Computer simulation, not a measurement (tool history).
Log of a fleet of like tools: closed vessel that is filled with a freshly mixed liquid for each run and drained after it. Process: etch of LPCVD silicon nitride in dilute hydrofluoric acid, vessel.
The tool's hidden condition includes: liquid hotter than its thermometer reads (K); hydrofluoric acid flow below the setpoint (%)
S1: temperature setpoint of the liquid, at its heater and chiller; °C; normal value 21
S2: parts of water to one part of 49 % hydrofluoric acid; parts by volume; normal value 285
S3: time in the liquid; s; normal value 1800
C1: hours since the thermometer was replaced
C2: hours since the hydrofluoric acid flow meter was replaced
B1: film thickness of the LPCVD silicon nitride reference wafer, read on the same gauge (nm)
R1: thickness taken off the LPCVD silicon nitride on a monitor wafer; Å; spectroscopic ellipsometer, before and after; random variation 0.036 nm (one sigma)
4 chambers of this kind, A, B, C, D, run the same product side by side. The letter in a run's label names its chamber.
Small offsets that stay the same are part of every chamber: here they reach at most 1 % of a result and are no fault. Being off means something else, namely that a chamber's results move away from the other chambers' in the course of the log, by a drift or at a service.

run	hour	S1	S2	S3	C1	C2	B1	R1
1D	3.6	21	285	1800	1013.4	125.6	120.01	26.104
2C	6.3	21	285	1800	464.0	239.5	120.00	25.197
3B	8.8	21	285	1800	774.8	1955.2	120.04	25.521
4A	13.1	21	285	1800	397.8	1400.5	119.98	26.282
5B	15.4	21	285	1800	781.4	1961.8	120.01	25.552
6C	17.8	21	285	1800	475.5	251.0	120.01	25.542
7D	21.5	23	285	2485	1031.3	143.5	120.00	41.013
8A	23.4	23	285	2485	408.1	1410.8	119.98	41.966
9A	27.8	23	285	2485	412.5	1415.2	119.99	41.265
10C	30.7	23	285	2485	488.4	263.9	119.98	40.518
11D	34.1	21	400	2305	1043.9	156.1	120.04	24.124
12B	36.3	21	400	2305	802.3	1982.7	119.98	23.290
13B	39.9	21	400	2305	805.9	1986.3	119.99	23.945
14D	42.2	21	400	2305	1052.0	164.2	119.98	23.072
15A	46.3	21	285	1800	431.0	1433.7	119.97	26.042
16C	50.2	21	285	1800	507.9	283.4	119.96	25.491
17D	53.4	21	285	1800	1063.2	175.4	119.99	25.726
18B	57.0	21	285	1800	823.0	2003.4	120.03	25.536
19A	60.4	21	285	1800	445.1	1447.8	119.97	26.283
20C	63.4	21	285	1800	521.1	296.6	119.99	26.166
21D	66.0	18	285	940	1075.8	188.0	120.00	10.993
22B	69.9	18	285	940	835.9	2016.3	119.96	11.148
23A	71.8	18	285	940	456.5	1459.2	119.93	11.091
24C	76.1	18	285	940	533.8	309.3	120.06	10.904
25D	80.0	21	285	1800	1089.8	202.0	119.97	26.332
26A	83.5	21	285	1800	468.2	1470.9	120.02	26.241
27C	87.7	21	285	1800	545.4	320.9	119.98	25.927
28B	91.1	21	285	1800	857.1	2037.5	120.00	25.612
29C	94.5	18	410	1800	552.2	327.7	120.02	14.977
30B	98.7	18	410	1800	864.7	2045.1	119.98	14.946
31A	102.0	18	410	1800	486.7	1489.4	120.01	14.641
32D	104.1	18	410	1800	1113.9	226.1	120.00	15.135
33C	106.2	21	285	1800	563.9	339.4	120.02	25.046
34D	110.0	21	285	1800	1119.8	232.0	119.98	26.209
35A	113.4	21	285	1800	498.1	1500.8	120.03	25.628
36B	115.3	21	285	805	881.3	2061.7	120.05	11.239
37D	117.7	21	285	805	1127.5	239.7	119.99	11.385
38C	120.0	21	285	805	577.7	353.2	119.98	11.623

Next, all 4 chambers run the settings below, one line each with question marks for the results. What does each chamber give?
39A	123.1	21	360	1800				?
39B	123.1	21	360	1800				?
39C	123.1	21	360	1800				?
39D	123.1	21	360	1800				?

run	R1
39A	20.376
39B	20.398
39C	21.130
39D	20.304
